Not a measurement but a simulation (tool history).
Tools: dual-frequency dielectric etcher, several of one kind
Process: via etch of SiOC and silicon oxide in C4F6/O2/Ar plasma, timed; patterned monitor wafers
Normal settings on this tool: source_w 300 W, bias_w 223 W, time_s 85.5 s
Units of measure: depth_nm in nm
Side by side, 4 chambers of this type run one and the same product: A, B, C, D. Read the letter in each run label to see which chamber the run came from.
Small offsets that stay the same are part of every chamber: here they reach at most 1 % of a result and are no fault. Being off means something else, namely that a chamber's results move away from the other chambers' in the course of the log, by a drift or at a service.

run,day,source_w,bias_w,time_s,"read-back reference wafer on the same gauge, depth_nm",depth_nm
1B,0.121,300,223,85.5,89.552,92.656
2D,0.288,300,223,85.5,89.532,92.611
3A,0.467,300,223,85.5,89.594,93.549
4C,0.662,300,223,85.5,89.630,93.504
5C,0.858,300,223,85.5,89.640,93.709
6D,0.988,300,223,85.5,89.633,93.033
7B,1.104,300,223,85.5,89.613,92.672
8A,1.300,300,223,85.5,89.659,93.635
9C,1.496,300,223,76.5,89.586,83.065
10D,1.679,300,223,76.5,89.610,82.782
11A,1.858,300,223,76.5,89.619,83.823
12B,1.954,300,223,76.5,89.572,82.567
13D,2.083,300,223,85.5,89.519,93.198
14B,2.204,300,223,85.5,89.588,92.807
15A,2.296,300,223,85.5,89.564,94.273
# day 2.350: chamber D: wet clean of the chamber
16C,2.471,300,223,85.5,89.588,92.971
17C,2.638,300,223,85.5,89.617,93.336
18B,2.771,300,223,85.5,89.468,91.810
19A,2.871,300,223,85.5,89.659,92.781
20D,3.071,300,223,85.5,89.507,94.472
21D,3.162,300,223,85.5,89.613,94.961
22A,3.300,300,223,85.5,89.626,92.680
23C,3.483,300,223,110.0,89.485,119.870
24B,3.600,300,223,110.0,89.559,118.020
25B,3.779,300,223,110.0,89.533,118.660
26D,3.900,300,223,110.0,89.508,121.210
27C,4.100,300,223,85.5,89.536,92.380
28A,4.196,300,223,85.5,89.577,93.343
29D,4.396,300,223,85.5,89.599,94.967

One chamber off, gauge drift, or nothing amiss beyond the chambers' own small offsets? If it is a chamber, which one, and what is the likeliest cause?

Chamber D has stood off from the others ever since a service on it.
Cause: etch rate over this chamber's usual, % = 2.32.

Which of the 4 candidates below, each the usual settings with something changed and its results left as question marks, puts chamber D back in line with what the other chambers give on the usual settings?
A result is in line if it is within this distance of the other chambers' mean on the usual settings: depth_nm 1.200 nm
30D-1,4.542,300,223,82.0,,?
30D-2,4.542,300,222,84.0,,?
30D-3,4.542,320,235,85.5,,?
30D-4,4.542,300,223,87.0,,?

The other chambers' mean on the usual settings: depth_nm 92.898 nm
run,depth_nm
30D-1,91.025
30D-2,93.102
30D-3,99.020
30D-4,96.575
30D-2 puts the chamber back in line with the other chambers.
